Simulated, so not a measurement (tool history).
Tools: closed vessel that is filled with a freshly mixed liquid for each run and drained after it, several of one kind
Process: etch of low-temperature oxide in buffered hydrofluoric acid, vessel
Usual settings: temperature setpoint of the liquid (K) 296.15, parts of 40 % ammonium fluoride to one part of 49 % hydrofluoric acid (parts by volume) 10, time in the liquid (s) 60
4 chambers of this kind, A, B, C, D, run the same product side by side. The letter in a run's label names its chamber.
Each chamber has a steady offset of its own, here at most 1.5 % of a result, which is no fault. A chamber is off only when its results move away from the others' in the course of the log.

run,hour,temperature setpoint of the liquid (K),parts of 40 % ammonium fluoride to one part of 49 % hydrofluoric acid (parts by volume),time in the liquid (s),hours since the thermometer was replaced,hours since the hydrofluoric acid flow meter was replaced,"read-back film thickness of the low-temperature oxide reference wafer, read on the same gauge (nm)",thickness taken off the low-temperature oxide on a monitor wafer (Å)
1B,7.6,296.15,10,60,1869.6,271.4,100.000,1492.80
2C,16.5,296.15,10,60,503.3,1160.8,99.990,1480.50
3D,21.6,296.15,10,60,1588.7,464.1,100.000,1441.80
4A,25.5,296.15,10,60,1010.5,238.4,100.010,1492.70
5D,29.9,296.15,10,60,1597.0,472.4,100.010,1483.60
6C,37.7,296.15,10,60,524.5,1182.0,100.020,1507.30
7A,43.1,296.15,10,60,1028.1,256.0,100.030,1483.30
8B,51.9,296.15,10,60,1913.9,315.7,99.936,1537.70
# hour 57.9: chamber C: thermometer replaced
9A,59.8,296.15,10,60,1044.8,272.7,100.010,1479.40
10B,65.1,296.15,10,60,1927.1,328.9,100.020,1517.90
11D,69.9,296.15,10,60,1637.0,512.4,100.030,1494.00
12C,74.0,296.15,10,60,16.1,1218.3,100.040,1507.30
13C,78.7,296.15,10,60,20.8,1223.0,100.030,1479.70
14A,82.8,296.15,10,30,1067.8,295.7,100.040,732.87
15D,89.4,296.15,10,30,1656.5,531.9,99.992,728.07
16B,95.7,296.15,10,30,1957.7,359.5,100.010,785.46
17D,103.4,296.15,10,30,1670.5,545.9,99.998,731.42
18B,108.3,296.15,10,60,1970.3,372.1,99.998,1605.30
19A,114.7,296.15,10,60,1099.7,327.6,100.030,1468.50
20C,120.9,296.15,10,50,63.0,1265.2,99.962,1228.80
21A,127.6,296.15,10,50,1112.6,340.5,99.956,1222.20
22C,134.3,296.15,10,50,76.4,1278.6,100.020,1241.40
23B,140.8,296.15,10,50,2002.8,404.6,100.020,1322.20
24D,146.9,296.15,12,60,1714.0,589.4,99.980,1232.10
25B,152.5,296.15,12,60,2014.5,416.3,100.010,1393.40
26D,160.9,296.15,12,60,1728.0,603.4,99.983,1225.90
27A,168.4,296.15,12,60,1153.4,381.3,100.000,1228.20
28C,174.1,296.15,10,60,116.2,1318.4,99.978,1477.20
# hour 176.5: chamber C: hydrofluoric acid flow meter replaced
29C,182.9,296.15,10,60,125.0,6.5,99.973,1489.20
30D,187.3,296.15,10,60,1754.4,629.8,99.993,1468.90

Is one chamber off against the others, does the gauge drift, or is nothing wrong? If a chamber is off, say which, and what the likeliest cause is.

Chamber B drifts away from the others.
Cause: liquid hotter than its thermometer reads (K) = 2.23.

Here are 4 candidates for chamber B's next run, each the usual settings with a change, their results left as question marks. Which one brings its results back in line with what the others give on the usual settings?
In line means no further than this from the other chambers' mean on the usual settings: thickness taken off the low-temperature oxide on a monitor wafer (Å) 46.00
31B-1,193.7,293.65,10.0,60,,,,?
31B-2,193.7,296.65,9.5,65,,,,?
31B-3,193.7,297.15,9.0,70,,,,?
31B-4,193.7,291.15,10.0,60,,,,?

The other chambers' mean on the usual settings: thickness taken off the low-temperature oxide on a monitor wafer (Å) 1477.90
run,thickness taken off the low-temperature oxide on a monitor wafer (Å)
31B-1,1470.90
31B-2,1934.90
31B-3,2214.20
31B-4,1283.50
31B-1 brings the chamber back in line.
